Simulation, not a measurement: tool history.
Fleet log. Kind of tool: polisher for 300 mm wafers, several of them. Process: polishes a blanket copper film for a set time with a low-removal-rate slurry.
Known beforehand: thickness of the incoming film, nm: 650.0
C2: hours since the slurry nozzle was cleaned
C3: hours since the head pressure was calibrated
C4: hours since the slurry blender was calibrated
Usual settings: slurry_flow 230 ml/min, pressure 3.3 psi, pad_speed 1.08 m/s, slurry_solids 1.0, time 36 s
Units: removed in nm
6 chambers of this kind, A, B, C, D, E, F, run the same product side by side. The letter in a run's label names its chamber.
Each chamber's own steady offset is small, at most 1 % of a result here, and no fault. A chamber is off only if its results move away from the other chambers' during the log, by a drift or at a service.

At hour 0.1: chamber C: head pressure recalibrated.
Run 1D, hour 3.7: usual settings; wafers polished on this pad 703; C2 25.8; C3 203.5; C4 126.7. Result: removed 136.340 nm.
Run 2F, hour 8.4: usual settings; wafers polished on this pad 180; C2 57.1; C3 392.2; C4 88.8. Result: removed 136.230 nm.
Run 3B, hour 13.0: usual settings; wafers polished on this pad 172; C2 277.8; C3 50.9; C4 109.3. Result: removed 139.080 nm.
Run 4A, hour 17.0: usual settings; wafers polished on this pad 611; C2 28.9; C3 503.4; C4 99.7. Result: removed 138.120 nm.
Run 5E, hour 21.6: usual settings; wafers polished on this pad 552; C2 707.5; C3 505.6; C4 203.9. Result: removed 138.150 nm.
At hour 22.4: chamber C: worn pad replaced by a new one.
Run 6C, hour 24.2: usual settings but pad_speed 0.94 m/s; wafers polished on this pad 23; C2 140.8; C3 24.2; C4 276.9. Result: removed 121.550 nm.
At hour 27.7: chamber D: worn pad replaced by a new one.
Run 7F, hour 28.6: usual settings but pad_speed 0.94 m/s; wafers polished on this pad 436; C2 77.3; C3 412.4; C4 109.0. Result: removed 118.870 nm.
At hour 31.3: chamber B: slurry nozzle cleaned.
Run 8E, hour 31.3: usual settings but pad_speed 0.94 m/s; wafers polished on this pad 675; C2 717.2; C3 515.3; C4 213.6. Result: removed 120.400 nm.
Run 9B, hour 34.7: usual settings but pad_speed 0.94 m/s; wafers polished on this pad 447; C2 3.4; C3 72.6; C4 131.0. Result: removed 120.440 nm.
At hour 34.9: chamber E: slurry nozzle cleaned.
Run 10A, hour 37.0: usual settings but pad_speed 0.94 m/s; wafers polished on this pad 865; C2 48.9; C3 523.4; C4 119.7. Result: removed 118.280 nm.
Run 11D, hour 42.0: usual settings but pad_speed 0.94 m/s; wafers polished on this pad 181; C2 64.1; C3 241.8; C4 165.0. Result: removed 118.650 nm.
Run 12C, hour 44.2: usual settings; wafers polished on this pad 277; C2 160.8; C3 44.2; C4 296.9. Result: removed 136.510 nm.
At hour 46.8: chamber F: slurry blender recalibrated.
Run 13A, hour 47.0: usual settings; wafers polished on this pad 991; C2 58.9; C3 533.4; C4 129.7. Result: removed 137.260 nm.
At hour 48.3: chamber C: slurry blender recalibrated.
Run 14D, hour 49.5: usual settings; wafers polished on this pad 276; C2 71.6; C3 249.3; C4 172.5. Result: removed 137.380 nm.
Run 15B, hour 53.4: usual settings; wafers polished on this pad 685; C2 22.1; C3 91.3; C4 149.7. Result: removed 138.310 nm.
Run 16F, hour 56.1: usual settings; wafers polished on this pad 785; C2 104.8; C3 439.9; C4 9.3. Result: removed 137.580 nm.
At hour 58.4: chamber C: worn pad replaced by a new one.
Run 17C, hour 60.9: usual settings; wafers polished on this pad 32; C2 177.5; C3 60.9; C4 12.7. Result: removed 139.080 nm.
Run 18E, hour 63.8: usual settings; wafers polished on this pad 1088; C2 29.0; C3 547.8; C4 246.1. Result: removed 136.060 nm.
Run 19C, hour 67.8: usual settings; wafers polished on this pad 120; C2 184.4; C3 67.8; C4 19.6. Result: removed 139.260 nm.
Run 20E, hour 70.9: usual settings; wafers polished on this pad 1178; C2 36.1; C3 554.9; C4 253.2. Result: removed 136.460 nm.
Run 21F, hour 74.8: usual settings; wafers polished on this pad 1022; C2 123.5; C3 458.6; C4 28.0. Result: removed 138.070 nm.
At hour 74.9: chamber E: worn pad replaced by a new one.
Run 22A, hour 79.4: usual settings; wafers polished on this pad 1402; C2 91.3; C3 565.8; C4 162.1. Result: removed 137.430 nm.
Run 23D, hour 83.7: usual settings; wafers polished on this pad 710; C2 105.8; C3 283.5; C4 206.7. Result: removed 137.070 nm.
At hour 84.8: chamber A: slurry blender recalibrated.
Run 24B, hour 88.5: usual settings but slurry_solids 1.2; wafers polished on this pad 1130; C2 57.2; C3 126.4; C4 184.8. Result: removed 143.370 nm.
At hour 93.2: chamber A: worn pad replaced by a new one.
Run 25D, hour 93.5: usual settings but slurry_solids 1.2; wafers polished on this pad 834; C2 115.6; C3 293.3; C4 216.5. Result: removed 142.740 nm.
At hour 94.7: chamber C: worn pad replaced by a new one.
Run 26B, hour 96.8: usual settings but slurry_solids 1.2; wafers polished on this pad 1235; C2 65.5; C3 134.7; C4 193.1. Result: removed 143.310 nm.
At hour 100.3: chamber D: worn pad replaced by a new one.
Run 27A, hour 101.5: usual settings but slurry_solids 1.2; wafers polished on this pad 105; C2 113.4; C3 587.9; C4 16.7. Result: removed 141.600 nm.
At hour 103.9: chamber B: worn pad replaced by a new one.
Run 28F, hour 104.8: usual settings but slurry_solids 1.2; wafers polished on this pad 1403; C2 153.5; C3 488.6; C4 58.0. Result: removed 143.930 nm.
Run 29E, hour 107.2: usual settings but slurry_solids 1.2; wafers polished on this pad 409; C2 72.4; C3 591.2; C4 289.5. Result: removed 142.870 nm.
At hour 107.3: chamber F: worn pad replaced by a new one.
Run 30C, hour 111.6: usual settings; wafers polished on this pad 215; C2 228.2; C3 111.6; C4 63.4. Result: removed 139.090 nm.
At hour 114.2: chamber C: slurry nozzle cleaned.
Run 31C, hour 115.1: usual settings; wafers polished on this pad 259; C2 1.0; C3 115.1; C4 66.9. Result: removed 138.720 nm.
Run 32E, hour 117.9: usual settings; wafers polished on this pad 545; C2 83.1; C3 601.9; C4 300.2. Result: removed 138.540 nm.
Run 33A, hour 120.7: usual settings but pressure 2.1 psi, pad_speed 0.78 m/s; wafers polished on this pad 349; C2 132.6; C3 607.1; C4 35.9. Result: removed 62.869 nm.
Run 34F, hour 124.2: usual settings but pressure 2.1 psi, pad_speed 0.78 m/s; wafers polished on this pad 215; C2 172.9; C3 508.0; C4 77.4. Result: removed 62.484 nm.
Run 35B, hour 127.7: usual settings but pressure 2.1 psi, pad_speed 0.78 m/s; wafers polished on this pad 303; C2 96.4; C3 165.6; C4 224.0. Result: removed 62.580 nm.
Run 36D, hour 131.3: usual settings but pressure 2.1 psi, pad_speed 0.78 m/s; wafers polished on this pad 393; C2 153.4; C3 331.1; C4 254.3. Result: removed 62.602 nm.
Run 37E, hour 133.8: usual settings but pressure 2.1 psi, pad_speed 0.78 m/s; wafers polished on this pad 747; C2 99.0; C3 617.8; C4 316.1. Result: removed 62.983 nm.
Run 38D, hour 138.7: usual settings but pressure 2.1 psi, pad_speed 0.78 m/s; wafers polished on this pad 487; C2 160.8; C3 338.5; C4 261.7. Result: removed 62.985 nm.
Run 39F, hour 141.6: usual settings; wafers polished on this pad 435; C2 190.3; C3 525.4; C4 94.8. Result: removed 135.200 nm.
Run 40B, hour 146.4: usual settings; wafers polished on this pad 540; C2 115.1; C3 184.3; C4 242.7. Result: removed 137.040 nm.
Run 41A, hour 149.8: usual settings; wafers polished on this pad 718; C2 161.7; C3 636.2; C4 65.0. Result: removed 138.970 nm.

Predict what each chamber gives when all 6 of them run the settings below next.
Run 42A, hour 153.4: usual settings but pad_speed 1.36 m/s. Result: removed ?.
Run 42B, hour 153.4: usual settings but pad_speed 1.36 m/s. Result: removed ?.
Run 42C, hour 153.4: usual settings but pad_speed 1.36 m/s. Result: removed ?.
Run 42D, hour 153.4: usual settings but pad_speed 1.36 m/s. Result: removed ?.
Run 42E, hour 153.4: usual settings but pad_speed 1.36 m/s. Result: removed ?.
Run 42F, hour 153.4: usual settings but pad_speed 1.36 m/s. Result: removed ?.

run  removed
42A  173.700
42B  174.140
42C  170.230
42D  172.420
42E  170.770
42F  171.290

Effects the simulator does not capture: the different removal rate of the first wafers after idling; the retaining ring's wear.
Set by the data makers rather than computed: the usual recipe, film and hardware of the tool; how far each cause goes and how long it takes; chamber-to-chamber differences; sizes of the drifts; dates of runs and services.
